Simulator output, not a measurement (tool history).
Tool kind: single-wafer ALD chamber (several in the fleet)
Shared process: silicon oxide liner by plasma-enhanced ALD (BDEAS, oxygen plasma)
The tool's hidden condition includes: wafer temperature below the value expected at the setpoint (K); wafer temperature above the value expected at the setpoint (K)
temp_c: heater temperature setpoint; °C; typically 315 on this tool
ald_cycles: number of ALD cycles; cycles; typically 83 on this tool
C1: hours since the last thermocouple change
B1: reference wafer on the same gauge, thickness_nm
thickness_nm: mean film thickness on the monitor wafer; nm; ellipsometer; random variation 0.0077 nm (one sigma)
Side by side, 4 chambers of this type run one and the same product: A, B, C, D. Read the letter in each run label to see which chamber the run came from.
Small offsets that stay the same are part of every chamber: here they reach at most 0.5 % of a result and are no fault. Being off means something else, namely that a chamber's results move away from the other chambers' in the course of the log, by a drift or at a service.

{"run": "1A", "day": 0.146, "temp_c": 315, "ald_cycles": 83, "C1": 1452.7, "B1": 6.9706, "thickness_nm": 7.5452}
{"run": "2D", "day": 0.379, "temp_c": 315, "ald_cycles": 83, "C1": 2745.6, "B1": 6.9718, "thickness_nm": 7.5529}
{"run": "3B", "day": 0.588, "temp_c": 315, "ald_cycles": 83, "C1": 39.7, "B1": 6.974, "thickness_nm": 7.5474}
{"run": "4C", "day": 0.875, "temp_c": 315, "ald_cycles": 83, "C1": 1767.2, "B1": 6.9754, "thickness_nm": 7.5545}
{"run": "5B", "day": 1.042, "temp_c": 315, "ald_cycles": 83, "C1": 50.6, "B1": 6.975, "thickness_nm": 7.5588}
{"run": "6A", "day": 1.229, "temp_c": 315, "ald_cycles": 83, "C1": 1478.7, "B1": 6.9775, "thickness_nm": 7.5489}
{"run": "7C", "day": 1.417, "temp_c": 306, "ald_cycles": 83, "C1": 1780.2, "B1": 6.977, "thickness_nm": 7.6544}
{"run": "8D", "day": 1.604, "temp_c": 306, "ald_cycles": 83, "C1": 2775.0, "B1": 6.9788, "thickness_nm": 7.6604}
{"run": "9A", "day": 1.821, "temp_c": 306, "ald_cycles": 83, "C1": 1492.9, "B1": 6.9789, "thickness_nm": 7.6557}
{"run": "10C", "day": 2.021, "temp_c": 306, "ald_cycles": 83, "C1": 1794.7, "B1": 6.9787, "thickness_nm": 7.6577}
{"run": "11B", "day": 2.296, "temp_c": 315, "ald_cycles": 83, "C1": 80.7, "B1": 6.9807, "thickness_nm": 7.5584}
{"run": "12D", "day": 2.433, "temp_c": 315, "ald_cycles": 83, "C1": 2794.9, "B1": 6.9808, "thickness_nm": 7.5821}
{"day": 2.621, "done": "chamber D: thermocouple changed; heater temperature recalibrated"}
{"run": "13C", "day": 2.667, "temp_c": 315, "ald_cycles": 83, "C1": 1810.2, "B1": 6.9819, "thickness_nm": 7.558}
{"run": "14B", "day": 2.883, "temp_c": 329, "ald_cycles": 83, "C1": 94.8, "B1": 6.9836, "thickness_nm": 7.4102}
{"run": "15A", "day": 3.062, "temp_c": 329, "ald_cycles": 83, "C1": 1522.7, "B1": 6.9845, "thickness_nm": 7.4242}
{"run": "16D", "day": 3.312, "temp_c": 329, "ald_cycles": 83, "C1": 16.6, "B1": 6.985, "thickness_nm": 7.4052}
{"run": "17C", "day": 3.617, "temp_c": 329, "ald_cycles": 83, "C1": 1833.0, "B1": 6.9883, "thickness_nm": 7.412}
{"run": "18A", "day": 3.917, "temp_c": 315, "ald_cycles": 91, "C1": 1543.2, "B1": 6.9893, "thickness_nm": 8.2912}
{"run": "19D", "day": 4.067, "temp_c": 315, "ald_cycles": 91, "C1": 34.7, "B1": 6.9909, "thickness_nm": 8.2958}
{"run": "20B", "day": 4.312, "temp_c": 315, "ald_cycles": 91, "C1": 129.1, "B1": 6.9905, "thickness_nm": 8.295}
{"run": "21A", "day": 4.521, "temp_c": 315, "ald_cycles": 91, "C1": 1557.7, "B1": 6.9942, "thickness_nm": 8.302}
{"run": "22D", "day": 4.742, "temp_c": 315, "ald_cycles": 83, "C1": 50.9, "B1": 6.9925, "thickness_nm": 7.5673}
{"run": "23B", "day": 5.054, "temp_c": 315, "ald_cycles": 83, "C1": 146.9, "B1": 6.9958, "thickness_nm": 7.5718}
{"run": "24C", "day": 5.233, "temp_c": 315, "ald_cycles": 83, "C1": 1871.8, "B1": 6.9946, "thickness_nm": 7.5785}
{"run": "25C", "day": 5.508, "temp_c": 315, "ald_cycles": 83, "C1": 1878.4, "B1": 6.9977, "thickness_nm": 7.5842}
{"run": "26A", "day": 5.658, "temp_c": 315, "ald_cycles": 83, "C1": 1585.0, "B1": 6.9979, "thickness_nm": 7.5901}

All 4 chambers run these settings next. Forecast each chamber's results:
{"run": "27A", "day": 5.883, "temp_c": 315, "ald_cycles": 94, "thickness_nm": "?"}
{"run": "27B", "day": 5.883, "temp_c": 315, "ald_cycles": 94, "thickness_nm": "?"}
{"run": "27C", "day": 5.883, "temp_c": 315, "ald_cycles": 94, "thickness_nm": "?"}
{"run": "27D", "day": 5.883, "temp_c": 315, "ald_cycles": 94, "thickness_nm": "?"}

run=27A thickness_nm=8.5796
run=27B thickness_nm=8.5839
run=27C thickness_nm=8.5799
run=27D thickness_nm=8.5906

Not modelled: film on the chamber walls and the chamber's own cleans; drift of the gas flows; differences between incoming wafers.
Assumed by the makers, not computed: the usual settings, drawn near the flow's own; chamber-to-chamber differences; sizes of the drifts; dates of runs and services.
